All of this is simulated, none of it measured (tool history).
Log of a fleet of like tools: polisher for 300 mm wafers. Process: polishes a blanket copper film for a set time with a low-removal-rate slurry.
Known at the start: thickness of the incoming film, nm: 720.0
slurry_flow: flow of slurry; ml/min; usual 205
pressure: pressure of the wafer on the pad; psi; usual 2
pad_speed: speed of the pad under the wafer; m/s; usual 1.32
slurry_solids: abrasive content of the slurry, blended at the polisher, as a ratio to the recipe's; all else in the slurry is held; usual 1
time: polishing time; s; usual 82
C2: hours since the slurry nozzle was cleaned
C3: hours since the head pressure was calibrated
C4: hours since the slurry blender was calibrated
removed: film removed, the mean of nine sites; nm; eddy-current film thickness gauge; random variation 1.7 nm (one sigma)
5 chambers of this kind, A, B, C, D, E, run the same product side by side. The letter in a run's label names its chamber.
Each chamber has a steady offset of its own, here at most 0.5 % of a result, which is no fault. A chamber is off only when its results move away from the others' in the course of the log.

run 1B day=0.158 | slurry_flow=205 pressure=2 pad_speed=1.32 slurry_solids=1 time=82 | wafers_polished_on_this_pad=120 C2=181.1 C3=389.6 C4=37.9 | removed=252.9
-- day=0.204 chamber A: slurry blender recalibrated
run 2D day=0.342 | slurry_flow=205 pressure=2 pad_speed=1.32 slurry_solids=1 time=82 | wafers_polished_on_this_pad=587 C2=539.9 C3=533.9 C4=250 | removed=251.37
-- day=0.388 chamber A: slurry nozzle cleaned
run 3A day=0.567 | slurry_flow=205 pressure=2 pad_speed=1.32 slurry_solids=1 time=82 | wafers_polished_on_this_pad=808 C2=4.3 C3=761.4 C4=8.7 | removed=249.62
run 4E day=0.746 | slurry_flow=205 pressure=2 pad_speed=1.32 slurry_solids=1 time=82 | wafers_polished_on_this_pad=172 C2=633.8 C3=324.8 C4=120.7 | removed=251.34
run 5C day=0.875 | slurry_flow=205 pressure=2 pad_speed=1.32 slurry_solids=1 time=82 | wafers_polished_on_this_pad=626 C2=26.1 C3=296.1 C4=163.3 | removed=253.78
run 6D day=0.988 | slurry_flow=205 pressure=2 pad_speed=1.32 slurry_solids=1 time=82 | wafers_polished_on_this_pad=683 C2=555.4 C3=549.4 C4=265.5 | removed=250.7
run 7C day=1.112 | slurry_flow=205 pressure=2 pad_speed=1.32 slurry_solids=1 time=82 | wafers_polished_on_this_pad=661 C2=31.8 C3=301.8 C4=169 | removed=249.92
run 8B day=1.25 | slurry_flow=205 pressure=2 pad_speed=1.32 slurry_solids=1 time=82 | wafers_polished_on_this_pad=282 C2=207.3 C3=415.8 C4=64.1 | removed=250.06
run 9A day=1.35 | slurry_flow=205 pressure=2 pad_speed=1.32 slurry_solids=1 time=82 | wafers_polished_on_this_pad=924 C2=23.1 C3=780.2 C4=27.5 | removed=253.47
run 10E day=1.558 | slurry_flow=205 pressure=2 pad_speed=1.32 slurry_solids=1 time=82 | wafers_polished_on_this_pad=293 C2=653.3 C3=344.3 C4=140.2 | removed=252.38
run 11E day=1.725 | slurry_flow=205 pressure=2 pad_speed=1.32 slurry_solids=1 time=82 | wafers_polished_on_this_pad=317 C2=657.3 C3=348.3 C4=144.2 | removed=252.39
-- day=1.854 chamber A: worn pad replaced by a new one
run 12A day=1.933 | slurry_flow=205 pressure=2 pad_speed=1.32 slurry_solids=1 time=82 | wafers_polished_on_this_pad=12 C2=37.1 C3=794.2 C4=41.5 | removed=249.53
run 13D day=2.042 | slurry_flow=205 pressure=2 pad_speed=1.32 slurry_solids=1 time=66 | wafers_polished_on_this_pad=840 C2=580.7 C3=574.7 C4=290.8 | removed=201.01
run 14B day=2.15 | slurry_flow=205 pressure=2 pad_speed=1.32 slurry_solids=1 time=66 | wafers_polished_on_this_pad=416 C2=228.9 C3=437.4 C4=85.7 | removed=202.48
run 15C day=2.308 | slurry_flow=205 pressure=2 pad_speed=1.32 slurry_solids=1 time=66 | wafers_polished_on_this_pad=839 C2=60.5 C3=330.5 C4=197.7 | removed=202.16
run 16A day=2.467 | slurry_flow=205 pressure=2 pad_speed=1.32 slurry_solids=1 time=66 | wafers_polished_on_this_pad=91 C2=49.9 C3=807 C4=54.3 | removed=201.35
run 17E day=2.633 | slurry_flow=205 pressure=2 pad_speed=1.32 slurry_solids=1 time=66 | wafers_polished_on_this_pad=453 C2=679.1 C3=370.1 C4=166 | removed=203.33
-- day=2.675 chamber C: worn pad replaced by a new one
run 18D day=2.85 | slurry_flow=205 pressure=2 pad_speed=1.32 slurry_solids=1 time=82 | wafers_polished_on_this_pad=961 C2=600.1 C3=594.1 C4=310.2 | removed=249.26
run 19B day=3.071 | slurry_flow=205 pressure=2 pad_speed=1.32 slurry_solids=1 time=82 | wafers_polished_on_this_pad=553 C2=251 C3=459.5 C4=107.8 | removed=251.44
run 20C day=3.217 | slurry_flow=205 pressure=2 pad_speed=1.32 slurry_solids=1 time=82 | wafers_polished_on_this_pad=81 C2=82.3 C3=352.3 C4=219.5 | removed=248.73
run 21C day=3.438 | slurry_flow=205 pressure=2 pad_speed=1.32 slurry_solids=1 time=82 | wafers_polished_on_this_pad=113 C2=87.6 C3=357.6 C4=224.8 | removed=251.55
-- day=3.483 chamber C: head pressure recalibrated
run 22E day=3.642 | slurry_flow=230 pressure=2 pad_speed=1.18 slurry_solids=1 time=82 | wafers_polished_on_this_pad=603 C2=703.3 C3=394.3 C4=190.2 | removed=226.52
-- day=3.742 chamber D: head pressure recalibrated
run 23D day=3.833 | slurry_flow=230 pressure=2 pad_speed=1.18 slurry_solids=1 time=82 | wafers_polished_on_this_pad=1107 C2=623.7 C3=2.3 C4=333.8 | removed=208.52
run 24A day=3.983 | slurry_flow=230 pressure=2 pad_speed=1.18 slurry_solids=1 time=82 | wafers_polished_on_this_pad=317 C2=86.3 C3=843.4 C4=90.7 | removed=227.24
-- day=4.108 chamber B: worn pad replaced by a new one
run 25B day=4.162 | slurry_flow=230 pressure=2 pad_speed=1.18 slurry_solids=1 time=82 | wafers_polished_on_this_pad=8 C2=277.2 C3=485.7 C4=134 | removed=225.83
run 26E day=4.271 | slurry_flow=230 pressure=2 pad_speed=1.18 slurry_solids=1 time=82 | wafers_polished_on_this_pad=696 C2=718.4 C3=409.4 C4=205.3 | removed=225.74
run 27B day=4.492 | slurry_flow=205 pressure=2 pad_speed=1.32 slurry_solids=1 time=82 | wafers_polished_on_this_pad=57 C2=285.1 C3=493.6 C4=141.9 | removed=250.13
-- day=4.504 chamber E: worn pad replaced by a new one
run 28A day=4.629 | slurry_flow=205 pressure=2 pad_speed=1.32 slurry_solids=1 time=82 | wafers_polished_on_this_pad=413 C2=101.8 C3=858.9 C4=106.2 | removed=251.81
-- day=4.7 chamber D: worn pad replaced by a new one
run 29D day=4.758 | slurry_flow=205 pressure=2 pad_speed=1.32 slurry_solids=1 time=82 | wafers_polished_on_this_pad=9 C2=645.9 C3=24.5 C4=356 | removed=224.72
run 30C day=4.854 | slurry_flow=205 pressure=2 pad_speed=1.32 slurry_solids=1 time=82 | wafers_polished_on_this_pad=324 C2=121.6 C3=32.9 C4=258.8 | removed=250.45
run 31A day=4.971 | slurry_flow=205 pressure=2 pad_speed=1.32 slurry_solids=1 time=82 | wafers_polished_on_this_pad=464 C2=110 C3=867.1 C4=114.4 | removed=253.33
run 32D day=5.1 | slurry_flow=205 pressure=2 pad_speed=1.32 slurry_solids=1 time=82 | wafers_polished_on_this_pad=60 C2=654.1 C3=32.7 C4=364.2 | removed=228.71
run 33C day=5.317 | slurry_flow=205 pressure=2 pad_speed=1.32 slurry_solids=1 time=82 | wafers_polished_on_this_pad=393 C2=132.7 C3=44 C4=269.9 | removed=249.82
-- day=5.338 chamber D: slurry blender recalibrated
run 34E day=5.538 | slurry_flow=205 pressure=2 pad_speed=1.32 slurry_solids=1 time=82 | wafers_polished_on_this_pad=153 C2=748.8 C3=439.8 C4=235.7 | removed=248.79
run 35B day=5.729 | slurry_flow=205 pressure=2 pad_speed=1.32 slurry_solids=0.8 time=82 | wafers_polished_on_this_pad=241 C2=314.8 C3=523.3 C4=171.6 | removed=238.29
run 36C day=5.946 | slurry_flow=205 pressure=2 pad_speed=1.32 slurry_solids=0.8 time=82 | wafers_polished_on_this_pad=487 C2=147.8 C3=59.1 C4=285 | removed=240.37
-- day=6.108 chamber B: slurry blender recalibrated
run 37D day=6.121 | slurry_flow=205 pressure=2 pad_speed=1.32 slurry_solids=0.8 time=82 | wafers_polished_on_this_pad=212 C2=678.6 C3=57.2 C4=18.8 | removed=217.25
run 38B day=6.25 | slurry_flow=205 pressure=2 pad_speed=1.32 slurry_solids=0.8 time=82 | wafers_polished_on_this_pad=319 C2=327.3 C3=535.8 C4=3.4 | removed=240.19
run 39E day=6.4 | slurry_flow=205 pressure=2 pad_speed=1.32 slurry_solids=0.8 time=82 | wafers_polished_on_this_pad=282 C2=769.5 C3=460.5 C4=256.4 | removed=236.36

Next, every chamber runs the same settings. What will each give?
run 40A day=6.558 | slurry_flow=205 pressure=2 pad_speed=1.32 slurry_solids=1 time=82 | removed=?
run 40B day=6.558 | slurry_flow=205 pressure=2 pad_speed=1.32 slurry_solids=1 time=82 | removed=?
run 40C day=6.558 | slurry_flow=205 pressure=2 pad_speed=1.32 slurry_solids=1 time=82 | removed=?
run 40D day=6.558 | slurry_flow=205 pressure=2 pad_speed=1.32 slurry_solids=1 time=82 | removed=?
run 40E day=6.558 | slurry_flow=205 pressure=2 pad_speed=1.32 slurry_solids=1 time=82 | removed=?

run=40A removed=248.46
run=40B removed=247.64
run=40C removed=249.52
run=40D removed=227.54
run=40E removed=249.03

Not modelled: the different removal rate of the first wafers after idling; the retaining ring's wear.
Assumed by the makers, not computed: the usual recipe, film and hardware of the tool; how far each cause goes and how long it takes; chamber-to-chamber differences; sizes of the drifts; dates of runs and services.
